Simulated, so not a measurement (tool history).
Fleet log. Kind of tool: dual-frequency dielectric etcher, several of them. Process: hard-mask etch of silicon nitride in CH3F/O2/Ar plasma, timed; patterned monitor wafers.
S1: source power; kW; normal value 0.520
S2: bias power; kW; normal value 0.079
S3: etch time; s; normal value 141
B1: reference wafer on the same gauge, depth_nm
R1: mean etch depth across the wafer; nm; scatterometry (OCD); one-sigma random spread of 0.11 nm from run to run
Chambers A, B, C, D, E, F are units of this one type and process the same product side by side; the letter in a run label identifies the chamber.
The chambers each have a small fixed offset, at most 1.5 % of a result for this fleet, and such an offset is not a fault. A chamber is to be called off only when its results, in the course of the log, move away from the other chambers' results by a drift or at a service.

run	hour	S1	S2	S3	B1	R1
1C	8.0	0.520	0.079	141	123.99	113.740
2A	13.2	0.520	0.079	141	124.00	112.850
3B	18.7	0.520	0.079	141	124.00	113.000
4D	26.2	0.520	0.079	141	124.06	111.830
5E	31.3	0.520	0.079	177	124.06	140.130
# hour 38.4: chamber E: wet clean of the chamber
6F	39.9	0.520	0.079	177	124.06	142.250
7F	48.0	0.520	0.079	177	124.08	142.300
8B	55.2	0.520	0.079	177	124.12	141.750
9C	62.9	0.520	0.079	177	124.10	143.020
10D	73.1	0.520	0.079	177	124.12	140.790
11E	79.4	0.580	0.079	141	124.15	116.460
12A	84.8	0.580	0.079	141	124.15	117.410
13D	93.7	0.580	0.079	141	124.15	116.710
14B	100.8	0.580	0.079	141	124.13	117.900
15C	107.2	0.580	0.079	141	124.17	118.820
# hour 113.1: chamber C: wet clean of the chamber
16A	114.8	0.580	0.079	141	124.19	117.650
17E	124.4	0.520	0.079	141	124.22	111.850
18F	133.6	0.520	0.079	141	124.22	113.530
19F	140.8	0.520	0.079	141	124.23	113.720
20E	151.7	0.520	0.062	141	124.24	102.960
21C	159.7	0.520	0.062	141	124.26	104.960
22A	166.7	0.520	0.062	141	124.28	104.070
# hour 167.2: chamber D: wet clean of the chamber
23B	178.3	0.520	0.062	141	124.31	104.210
24D	186.7	0.520	0.062	141	124.32	103.620
25D	193.0	0.520	0.062	141	124.29	103.550
26A	200.9	0.520	0.079	141	124.30	112.850
27E	208.5	0.520	0.079	141	124.36	111.750
# hour 216.2: chamber F: wet clean of the chamber
28F	219.5	0.520	0.061	114	124.33	84.213
29C	230.3	0.520	0.061	114	124.38	84.605
30B	238.8	0.520	0.061	114	124.38	83.739
31E	244.7	0.520	0.061	114	124.37	83.064
32C	256.5	0.520	0.061	114	124.38	84.430
33F	267.4	0.520	0.061	114	124.38	84.270
34B	274.3	0.520	0.079	141	124.45	112.960
35A	283.4	0.520	0.079	141	124.47	112.890
36D	292.4	0.520	0.079	141	124.47	112.340
37E	298.3	0.520	0.079	141	124.47	111.940
38B	304.1	0.520	0.079	141	124.45	113.550
39D	310.2	0.520	0.079	141	124.49	112.510
# hour 317.6: chamber A: wet clean of the chamber
40A	320.3	0.520	0.079	141	124.47	113.200

What goes on in this fleet: one chamber off, a drifting gauge, or nothing beyond the chambers' own small offsets? Name the chamber and the cause, if any.

None of the chambers is off. What moves is the gauge, dragging all their readings along together.
Likeliest cause: gauge reads high (%) = 0.418.
